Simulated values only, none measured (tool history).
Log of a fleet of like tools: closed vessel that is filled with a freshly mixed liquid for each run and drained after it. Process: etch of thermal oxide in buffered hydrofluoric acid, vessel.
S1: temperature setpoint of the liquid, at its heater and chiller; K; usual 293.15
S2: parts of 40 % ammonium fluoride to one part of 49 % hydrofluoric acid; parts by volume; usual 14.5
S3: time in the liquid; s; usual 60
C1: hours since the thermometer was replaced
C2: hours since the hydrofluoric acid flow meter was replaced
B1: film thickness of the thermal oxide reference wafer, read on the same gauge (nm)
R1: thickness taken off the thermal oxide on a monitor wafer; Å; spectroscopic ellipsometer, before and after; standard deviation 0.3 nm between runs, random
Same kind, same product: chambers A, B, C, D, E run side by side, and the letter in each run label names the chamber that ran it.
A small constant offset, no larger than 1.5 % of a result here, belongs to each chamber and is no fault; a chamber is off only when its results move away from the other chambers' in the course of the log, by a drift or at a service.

run 1B hour=9.6 | S1=293.15 S2=14.5 S3=60 | C1=1775.1 C2=1216.1 | B1=59.993 | R1=417.2
run 2E hour=16.1 | S1=293.15 S2=14.5 S3=60 | C1=68.6 C2=1139.4 | B1=60.013 | R1=415.11
run 3A hour=22 | S1=293.15 S2=14.5 S3=60 | C1=207.9 C2=764.1 | B1=60.015 | R1=423.4
run 4D hour=33.2 | S1=293.15 S2=14.5 S3=60 | C1=328.6 C2=372.2 | B1=60.031 | R1=422.32
run 5C hour=44.6 | S1=293.15 S2=14.5 S3=60 | C1=800.6 C2=527.3 | B1=59.989 | R1=417.9
run 6C hour=55.8 | S1=293.15 S2=14.5 S3=60 | C1=811.8 C2=538.5 | B1=59.974 | R1=420.05
run 7A hour=65.1 | S1=290.15 S2=14.5 S3=40 | C1=251 C2=807.2 | B1=59.976 | R1=236.2
run 8D hour=76.7 | S1=290.15 S2=14.5 S3=40 | C1=372.1 C2=415.7 | B1=60.012 | R1=239.07
run 9B hour=85.4 | S1=290.15 S2=14.5 S3=40 | C1=1850.9 C2=1291.9 | B1=59.996 | R1=232.08
run 10E hour=94.9 | S1=290.15 S2=14.5 S3=40 | C1=147.4 C2=1218.2 | B1=60.002 | R1=234.58
-- hour=103 chamber E: hydrofluoric acid flow meter replaced
run 11E hour=105.4 | S1=290.15 S2=14.5 S3=40 | C1=157.9 C2=2.5 | B1=59.999 | R1=229.68
run 12A hour=114.6 | S1=293.15 S2=14.5 S3=60 | C1=300.5 C2=856.7 | B1=59.975 | R1=416.01
run 13C hour=125.3 | S1=293.15 S2=19.5 S3=60 | C1=881.3 C2=608 | B1=60.023 | R1=312.6
-- hour=132.5 chamber C: thermometer replaced
run 14B hour=132.6 | S1=293.15 S2=19.5 S3=60 | C1=1898.1 C2=1339.1 | B1=59.958 | R1=312.43
run 15D hour=139.6 | S1=293.15 S2=19.5 S3=60 | C1=435 C2=478.6 | B1=59.988 | R1=317.9
run 16D hour=147.2 | S1=293.15 S2=19.5 S3=60 | C1=442.6 C2=486.2 | B1=59.981 | R1=317.64
run 17A hour=153.7 | S1=293.15 S2=19.5 S3=60 | C1=339.6 C2=895.8 | B1=60.009 | R1=311.66
run 18C hour=165.5 | S1=293.15 S2=14.5 S3=60 | C1=33 C2=648.2 | B1=60.005 | R1=414.38
run 19B hour=175.7 | S1=293.15 S2=14.5 S3=60 | C1=1941.2 C2=1382.2 | B1=60.009 | R1=418.76
run 20E hour=185.2 | S1=293.15 S2=14.5 S3=60 | C1=237.7 C2=82.3 | B1=60.027 | R1=414.35
run 21C hour=193.1 | S1=293.15 S2=14.5 S3=60 | C1=60.6 C2=675.8 | B1=59.984 | R1=417.12
run 22D hour=199.2 | S1=293.15 S2=9.5 S3=60 | C1=494.6 C2=538.2 | B1=59.977 | R1=622.65
run 23E hour=205.2 | S1=293.15 S2=9.5 S3=60 | C1=257.7 C2=102.3 | B1=59.998 | R1=622.12
run 24A hour=215.5 | S1=293.15 S2=9.5 S3=60 | C1=401.4 C2=957.6 | B1=60.021 | R1=610.45
run 25B hour=221.3 | S1=293.15 S2=9.5 S3=60 | C1=1986.8 C2=1427.8 | B1=59.999 | R1=620.71
run 26B hour=231.3 | S1=293.15 S2=9.5 S3=60 | C1=1996.8 C2=1437.8 | B1=60.003 | R1=615.89
run 27D hour=241.9 | S1=293.15 S2=14.5 S3=60 | C1=537.3 C2=580.9 | B1=59.981 | R1=420.31
run 28C hour=250.2 | S1=293.15 S2=14.5 S3=60 | C1=117.7 C2=732.9 | B1=60.02 | R1=419.17
run 29A hour=260.7 | S1=293.15 S2=14.5 S3=60 | C1=446.6 C2=1002.8 | B1=60.003 | R1=407.49
run 30E hour=269.7 | S1=293.15 S2=14.5 S3=60 | C1=322.2 C2=166.8 | B1=59.999 | R1=410.83
run 31D hour=279.4 | S1=293.15 S2=14.5 S3=60 | C1=574.8 C2=618.4 | B1=59.995 | R1=427.03
run 32B hour=286.9 | S1=293.15 S2=14.5 S3=60 | C1=2052.4 C2=1493.4 | B1=60.006 | R1=417.26
run 33C hour=292.2 | S1=293.15 S2=14.5 S3=60 | C1=159.7 C2=774.9 | B1=60.023 | R1=416.19
run 34E hour=301.7 | S1=293.15 S2=14.5 S3=60 | C1=354.2 C2=198.8 | B1=60.042 | R1=412.56
run 35A hour=307.2 | S1=293.15 S2=14.5 S3=60 | C1=493.1 C2=1049.3 | B1=60.016 | R1=400.9

Which is it: a chamber that has drifted or been left off by a service, a gauge drift common to all chambers, or only each chamber's usual small offset? If a chamber is off, name it and its likeliest cause.

Little by little, chamber A moves away from the other chambers.
Most likely cause: hydrofluoric acid flow below the setpoint (%) = 5.12.
With only this log, it may be confused with: liquid colder than its thermometer reads (K).

Below are 4 candidate recipes for chamber A's next run, each the usual settings with a change, their results shown as question marks. Which of them brings A's results back in line with what the other chambers give on the usual settings?
A result is in line if it is within this distance of the other chambers' mean on the usual settings: R1 11 Å
run 36A-1 hour=315.7 | S1=293.15 S2=14.5 S3=55 | R1=?
run 36A-2 hour=315.7 | S1=293.15 S2=15 S3=60 | R1=?
run 36A-3 hour=315.7 | S1=293.15 S2=14.5 S3=65 | R1=?
run 36A-4 hour=315.7 | S1=293.15 S2=14 S3=60 | R1=?

What the other chambers average on the usual settings: R1 417.61 Å
run=36A-1 R1=368.01
run=36A-2 R1=388.48
run=36A-3 R1=434.92
run=36A-4 R1=415.34
With 36A-4, the chamber falls back in line with the rest.
